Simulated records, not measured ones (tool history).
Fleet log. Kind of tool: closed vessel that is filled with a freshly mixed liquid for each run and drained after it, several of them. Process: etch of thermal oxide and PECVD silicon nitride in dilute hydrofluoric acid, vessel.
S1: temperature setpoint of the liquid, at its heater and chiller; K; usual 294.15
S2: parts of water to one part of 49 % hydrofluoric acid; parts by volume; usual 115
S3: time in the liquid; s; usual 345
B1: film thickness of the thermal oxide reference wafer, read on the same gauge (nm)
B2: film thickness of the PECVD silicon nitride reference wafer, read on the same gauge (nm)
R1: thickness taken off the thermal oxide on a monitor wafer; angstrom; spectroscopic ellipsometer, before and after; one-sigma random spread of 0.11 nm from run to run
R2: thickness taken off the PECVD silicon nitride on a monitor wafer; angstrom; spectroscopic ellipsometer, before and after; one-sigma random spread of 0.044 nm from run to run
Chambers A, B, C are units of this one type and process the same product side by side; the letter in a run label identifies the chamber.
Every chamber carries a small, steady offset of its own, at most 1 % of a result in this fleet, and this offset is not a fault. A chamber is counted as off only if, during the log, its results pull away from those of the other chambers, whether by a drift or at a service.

run	hour	S1	S2	S3	B1	B2	R1	R2
1C	12.0	294.15	115	345	59.998	79.992	125.400	47.931
2B	20.0	294.15	115	345	59.987	79.958	123.050	47.668
3A	33.6	294.15	115	345	59.995	79.945	125.310	47.208
4C	49.9	294.15	115	345	60.013	79.993	126.190	47.879
5A	66.1	294.15	115	345	60.012	79.981	123.220	46.794
6B	73.7	295.65	115	345	59.991	80.013	133.190	52.332
7B	90.0	295.65	115	345	59.994	79.997	132.280	53.584
8A	100.5	295.65	115	345	60.001	80.008	132.650	52.410
9C	113.8	294.15	115	345	60.003	80.036	126.840	47.850
10B	126.2	294.15	115	345	60.015	79.966	124.150	48.204
11A	140.8	294.15	115	345	59.991	79.964	124.000	48.674
12C	151.8	294.15	115	345	59.989	80.029	125.530	47.630
13B	163.9	294.15	115	345	60.014	80.002	121.920	47.148
14C	173.3	294.15	115	345	60.003	80.014	125.400	47.145
15A	181.8	297.15	115	150	60.019	80.010	61.096	24.976
16C	189.5	297.15	115	150	59.986	79.980	61.304	25.301
17B	198.5	297.15	115	150	59.988	79.972	60.700	25.439
18A	214.8	294.15	115	345	60.006	80.017	126.750	47.037
19C	223.3	294.15	115	345	60.004	79.963	127.260	47.892
20A	233.9	294.15	115	345	59.983	80.049	125.690	47.906
21B	245.1	294.15	115	165	60.013	79.972	59.424	22.779
22A	253.5	294.15	115	165	59.997	80.007	59.827	22.579
# hour 258.0: chamber B: hydrofluoric acid flow meter replaced
23C	263.1	294.15	115	165	60.003	80.026	60.197	22.342
24B	278.8	294.15	115	345	59.990	79.991	124.140	48.397
25B	292.5	294.15	115	345	60.015	79.935	122.150	48.027
# hour 298.6: chamber C: thermometer replaced
26C	306.0	294.15	115	345	60.015	79.980	125.510	47.785
27A	317.6	294.15	115	345	59.988	79.962	124.130	48.130
28C	332.9	294.15	115	345	60.010	79.965	126.180	47.941
29A	341.0	294.15	115	345	60.006	80.016	123.400	47.678
30B	348.2	294.15	115	345	60.007	80.004	125.050	48.021

All chambers now run identical settings, listed one chamber a line with results as question marks. What results will each chamber show?
31A	360.0	294.15	115	475			?	?
31B	360.0	294.15	115	475			?	?
31C	360.0	294.15	115	475			?	?

run	R1	R2
31A	171.620	64.174
31B	169.500	65.673
31C	173.840	66.881

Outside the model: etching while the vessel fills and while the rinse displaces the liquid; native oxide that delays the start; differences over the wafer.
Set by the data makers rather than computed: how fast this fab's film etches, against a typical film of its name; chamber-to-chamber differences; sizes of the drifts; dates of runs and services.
